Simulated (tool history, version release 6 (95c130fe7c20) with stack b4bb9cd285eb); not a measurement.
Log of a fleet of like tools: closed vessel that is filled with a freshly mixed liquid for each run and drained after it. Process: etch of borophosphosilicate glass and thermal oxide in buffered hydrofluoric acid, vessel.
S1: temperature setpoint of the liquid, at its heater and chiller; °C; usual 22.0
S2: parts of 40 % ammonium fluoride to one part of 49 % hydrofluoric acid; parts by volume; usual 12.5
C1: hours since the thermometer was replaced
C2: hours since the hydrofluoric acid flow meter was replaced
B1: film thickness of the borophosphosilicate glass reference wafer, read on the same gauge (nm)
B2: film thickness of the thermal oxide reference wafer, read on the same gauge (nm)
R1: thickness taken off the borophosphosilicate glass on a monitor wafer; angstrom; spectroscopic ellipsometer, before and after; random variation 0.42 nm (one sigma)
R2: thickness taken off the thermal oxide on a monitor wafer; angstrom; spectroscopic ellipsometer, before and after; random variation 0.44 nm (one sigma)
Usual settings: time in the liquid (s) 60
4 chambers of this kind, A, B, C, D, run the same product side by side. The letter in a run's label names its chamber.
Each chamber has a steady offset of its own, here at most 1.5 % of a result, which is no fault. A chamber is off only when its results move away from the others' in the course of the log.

Run 1B, hour 9.4: usual settings; C1 529.2; C2 1047.4; B1 150.01; B2 99.989. Result: R1 530.11 angstrom, R2 479.39 angstrom.
Run 2A, hour 15.8: usual settings; C1 1091.2; C2 833.3; B1 150.02; B2 100.000. Result: R1 539.36 angstrom, R2 470.85 angstrom.
At hour 19.9: chamber A: thermometer replaced.
Run 3D, hour 24.6: usual settings; C1 300.6; C2 1091.7; B1 150.03; B2 100.010. Result: R1 530.95 angstrom, R2 476.76 angstrom.
Run 4C, hour 30.2: usual settings; C1 565.2; C2 299.7; B1 149.99; B2 99.993. Result: R1 538.67 angstrom, R2 469.22 angstrom.
Run 5D, hour 37.6: usual settings; C1 313.6; C2 1104.7; B1 149.97; B2 100.000. Result: R1 536.16 angstrom, R2 471.77 angstrom.
Run 6C, hour 47.2: usual settings but S2 11.0 parts by volume, time in the liquid (s) 45; C1 582.2; C2 316.7; B1 150.02; B2 99.997. Result: R1 453.69 angstrom, R2 399.60 angstrom.
Run 7A, hour 54.7: usual settings but S2 11.0 parts by volume, time in the liquid (s) 45; C1 34.9; C2 872.2; B1 149.97; B2 99.994. Result: R1 458.78 angstrom, R2 398.04 angstrom.
Run 8B, hour 62.4: usual settings but S2 11.0 parts by volume, time in the liquid (s) 45; C1 582.2; C2 1100.4; B1 150.00; B2 100.010. Result: R1 452.23 angstrom, R2 405.96 angstrom.
Run 9D, hour 70.3: usual settings but S2 11.0 parts by volume, time in the liquid (s) 45; C1 346.3; C2 1137.4; B1 150.00; B2 100.010. Result: R1 451.81 angstrom, R2 409.83 angstrom.
Run 10A, hour 75.1: usual settings but time in the liquid (s) 45; C1 55.3; C2 892.6; B1 150.00; B2 100.000. Result: R1 402.00 angstrom, R2 351.41 angstrom.
Run 11C, hour 84.4: usual settings but time in the liquid (s) 45; C1 619.4; C2 353.9; B1 150.04; B2 100.010. Result: R1 406.04 angstrom, R2 357.57 angstrom.
Run 12B, hour 93.2: usual settings but time in the liquid (s) 45; C1 613.0; C2 1131.2; B1 150.03; B2 99.996. Result: R1 406.50 angstrom, R2 357.87 angstrom.
Run 13A, hour 101.0: usual settings but time in the liquid (s) 45; C1 81.2; C2 918.5; B1 149.94; B2 100.000. Result: R1 406.57 angstrom, R2 350.37 angstrom.
Run 14B, hour 110.3: usual settings; C1 630.1; C2 1148.3; B1 149.98; B2 99.998. Result: R1 536.79 angstrom, R2 471.29 angstrom.
Run 15D, hour 115.2: usual settings; C1 391.2; C2 1182.3; B1 149.99; B2 99.990. Result: R1 544.35 angstrom, R2 472.76 angstrom.
Run 16C, hour 119.6: usual settings but S1 19.5 °C; C1 654.6; C2 389.1; B1 149.98; B2 99.979. Result: R1 464.45 angstrom, R2 405.36 angstrom.
Run 17D, hour 124.7: usual settings but S1 19.5 °C; C1 400.7; C2 1191.8; B1 150.01; B2 99.995. Result: R1 468.25 angstrom, R2 416.13 angstrom.
Run 18A, hour 132.1: usual settings but S1 19.5 °C; C1 112.3; C2 949.6; B1 150.04; B2 100.000. Result: R1 466.40 angstrom, R2 405.87 angstrom.
Run 19B, hour 140.0: usual settings but S1 19.5 °C; C1 659.8; C2 1178.0; B1 150.00; B2 100.000. Result: R1 461.44 angstrom, R2 414.66 angstrom.
Run 20C, hour 147.9: usual settings; C1 682.9; C2 417.4; B1 149.98; B2 100.000. Result: R1 535.75 angstrom, R2 470.00 angstrom.
Run 21A, hour 156.8: usual settings; C1 137.0; C2 974.3; B1 149.98; B2 100.000. Result: R1 539.28 angstrom, R2 473.19 angstrom.
Run 22C, hour 161.2: usual settings; C1 696.2; C2 430.7; B1 149.96; B2 100.010. Result: R1 542.37 angstrom, R2 465.37 angstrom.
Run 23B, hour 166.1: usual settings; C1 685.9; C2 1204.1; B1 150.03; B2 100.010. Result: R1 542.71 angstrom, R2 475.64 angstrom.
Run 24D, hour 175.5: usual settings; C1 451.5; C2 1242.6; B1 149.98; B2 99.998. Result: R1 533.40 angstrom, R2 477.40 angstrom.
Run 25C, hour 180.0: usual settings; C1 715.0; C2 449.5; B1 149.98; B2 99.985. Result: R1 541.25 angstrom, R2 473.72 angstrom.
Run 26D, hour 185.0: usual settings; C1 461.0; C2 1252.1; B1 149.96; B2 100.000. Result: R1 532.74 angstrom, R2 477.61 angstrom.
Run 27A, hour 189.3: usual settings; C1 169.5; C2 1006.8; B1 149.99; B2 100.010. Result: R1 539.51 angstrom, R2 461.30 angstrom.
Run 28B, hour 194.8: usual settings; C1 714.6; C2 1232.8; B1 150.02; B2 99.999. Result: R1 537.04 angstrom, R2 484.08 angstrom.
Run 29B, hour 202.8: usual settings; C1 722.6; C2 1240.8; B1 150.01; B2 99.974. Result: R1 537.85 angstrom, R2 474.69 angstrom.
Run 30A, hour 211.4: usual settings; C1 191.6; C2 1028.9; B1 150.03; B2 100.020. Result: R1 537.27 angstrom, R2 459.56 angstrom.
Run 31C, hour 216.7: usual settings; C1 751.7; C2 486.2; B1 150.02; B2 99.994. Result: R1 540.97 angstrom, R2 473.53 angstrom.
Run 32D, hour 225.7: usual settings; C1 501.7; C2 1292.8; B1 149.98; B2 99.979. Result: R1 532.02 angstrom, R2 479.46 angstrom.
Run 33C, hour 234.9: usual settings; C1 769.9; C2 504.4; B1 149.97; B2 99.987. Result: R1 540.98 angstrom, R2 477.89 angstrom.
Run 34B, hour 243.6: usual settings; C1 763.4; C2 1281.6; B1 149.98; B2 100.010. Result: R1 536.04 angstrom, R2 476.99 angstrom.
Run 35A, hour 251.5: usual settings; C1 231.7; C2 1069.0; B1 150.01; B2 100.010. Result: R1 531.82 angstrom, R2 469.63 angstrom.
Run 36D, hour 257.0: usual settings; C1 533.0; C2 1324.1; B1 149.97; B2 100.000. Result: R1 534.52 angstrom, R2 477.76 angstrom.
Run 37D, hour 265.4: usual settings; C1 541.4; C2 1332.5; B1 150.01; B2 99.989. Result: R1 535.10 angstrom, R2 470.08 angstrom.
Run 38C, hour 274.4: usual settings; C1 809.4; C2 543.9; B1 150.05; B2 99.998. Result: R1 537.99 angstrom, R2 472.13 angstrom.

What goes on in this fleet: one chamber off, a drifting gauge, or nothing beyond the chambers' own small offsets? Name the chamber and the cause, if any.

No chamber stands off beyond its own small offset, and the gauge holds steady.

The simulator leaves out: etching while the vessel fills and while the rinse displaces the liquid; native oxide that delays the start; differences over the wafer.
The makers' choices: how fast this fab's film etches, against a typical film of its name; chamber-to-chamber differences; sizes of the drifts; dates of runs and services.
